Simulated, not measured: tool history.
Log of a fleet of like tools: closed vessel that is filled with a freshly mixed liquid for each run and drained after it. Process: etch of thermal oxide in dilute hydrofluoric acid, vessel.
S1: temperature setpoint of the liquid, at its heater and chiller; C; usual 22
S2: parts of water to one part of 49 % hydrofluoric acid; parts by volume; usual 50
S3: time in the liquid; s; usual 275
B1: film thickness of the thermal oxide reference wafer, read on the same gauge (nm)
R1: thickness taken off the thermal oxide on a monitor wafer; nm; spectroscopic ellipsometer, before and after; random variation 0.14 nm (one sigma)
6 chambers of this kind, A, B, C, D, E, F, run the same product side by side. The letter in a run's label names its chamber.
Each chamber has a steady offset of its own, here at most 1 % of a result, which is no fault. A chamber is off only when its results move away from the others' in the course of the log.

| run | day | S1 | S2 | S3 | B1 | R1 |
|---|---|---|---|---|---|---|
| 1C | 0.262 | 22 | 50 | 275 | 140.01 | 26.636 |
| 2E | 0.6 | 22 | 50 | 275 | 140.01 | 26.113 |
| 3F | 0.979 | 22 | 50 | 275 | 139.98 | 26.131 |
| 4D | 1.188 | 22 | 50 | 275 | 140 | 26.327 |
| 5A | 1.375 | 22 | 50 | 275 | 140.02 | 26.069 |
| 6B | 1.662 | 22 | 50 | 275 | 139.99 | 26.129 |
| 7A | 1.967 | 22 | 50 | 275 | 140 | 25.957 |
| 8B | 2.179 | 22 | 50 | 275 | 139.99 | 25.909 |
|  | 2.412 | chamber A: thermometer replaced |
| 9C | 2.438 | 22 | 50 | 275 | 140.03 | 26.776 |
| 10D | 2.796 | 22 | 50 | 275 | 140.03 | 26.654 |
| 11F | 3.146 | 22 | 50 | 275 | 140.01 | 26.259 |
| 12E | 3.442 | 23.5 | 50 | 275 | 140.02 | 27.84 |
|  | 3.538 | chamber A: hydrofluoric acid flow meter replaced |
| 13B | 3.808 | 23.5 | 50 | 275 | 140.02 | 27.39 |
| 14F | 4.017 | 23.5 | 50 | 275 | 139.99 | 27.951 |
| 15A | 4.358 | 23.5 | 50 | 275 | 140 | 27.857 |
| 16C | 4.533 | 23.5 | 50 | 275 | 140.02 | 28.212 |
| 17D | 4.833 | 23.5 | 50 | 275 | 139.94 | 28.099 |
| 18E | 5.1 | 22 | 50 | 275 | 140.01 | 26.014 |
| 19E | 5.379 | 22 | 50 | 275 | 139.99 | 26.047 |
| 20F | 5.692 | 22 | 50 | 275 | 139.99 | 25.852 |
| 21A | 6.033 | 22 | 50 | 275 | 140.01 | 26.357 |
| 22C | 6.383 | 22 | 50 | 275 | 140.01 | 26.386 |
| 23D | 6.621 | 22 | 50 | 275 | 140.02 | 26.542 |
| 24B | 6.979 | 22 | 50 | 275 | 140.02 | 25.911 |
| 25C | 7.342 | 22 | 50 | 275 | 139.99 | 26.087 |
|  | 7.425 | chamber B: hydrofluoric acid flow meter replaced |
| 26F | 7.621 | 22 | 50 | 275 | 139.99 | 26.02 |
| 27B | 7.946 | 22 | 50 | 275 | 140.01 | 26.239 |
| 28E | 8.133 | 22 | 50 | 275 | 140.04 | 26.225 |
| 29D | 8.4 | 22 | 50 | 275 | 139.98 | 26.419 |
| 30A | 8.604 | 22 | 50 | 275 | 140.01 | 26.374 |
| 31C | 8.896 | 22 | 50 | 275 | 140 | 25.97 |
| 32D | 9.075 | 22 | 50 | 430 | 140.02 | 40.857 |
| 33E | 9.417 | 22 | 50 | 430 | 139.97 | 40.84 |
| 34B | 9.621 | 22 | 50 | 430 | 139.97 | 40.56 |
| 35A | 9.812 | 22 | 50 | 430 | 139.99 | 41.036 |
| 36F | 10.004 | 22 | 50 | 430 | 139.99 | 41.022 |
| 37B | 10.233 | 22 | 50 | 430 | 140 | 40.751 |
| 38F | 10.45 | 22 | 50 | 275 | 139.99 | 26.079 |
| 39C | 10.696 | 22 | 50 | 275 | 140.01 | 25.437 |
| 40E | 11.021 | 22 | 50 | 205 | 139.99 | 19.52 |
| 41D | 11.35 | 22 | 50 | 205 | 140.03 | 19.747 |
| 42A | 11.608 | 22 | 50 | 205 | 139.98 | 19.607 |
| 43F | 11.992 | 22 | 50 | 205 | 140.02 | 19.346 |
| 44B | 12.292 | 22 | 50 | 205 | 140 | 19.442 |

What goes on in this fleet: one chamber off, a drifting gauge, or nothing beyond the chambers' own small offsets? Name the chamber and the cause, if any.

Chamber C drifts away from the others.
Cause: hydrofluoric acid flow below the setpoint (%) = 6.03.
The log may not tell that from: liquid colder than its thermometer reads (K).

Here are 4 candidates for chamber C's next run, each the usual settings with a change, their results left as question marks. Which one brings its results back in line with what the others give on the usual settings?
In line means no further than this from the other chambers' mean on the usual settings: R1 0.49 nm
| 45C-1 | 12.567 | 22 | 50 | 270 |  | ? |
| 45C-2 | 12.567 | 22 | 50 | 280 |  | ? |
| 45C-3 | 12.567 | 22 | 50 | 290 |  | ? |
| 45C-4 | 12.567 | 22 | 50 | 260 |  | ? |

The other chambers' mean on the usual settings: R1 26.175 nm
| run | R1 |
|---|---|
| 45C-1 | 24.456 |
| 45C-2 | 25.361 |
| 45C-3 | 26.267 |
| 45C-4 | 23.55 |
45C-3 brings the chamber back in line.
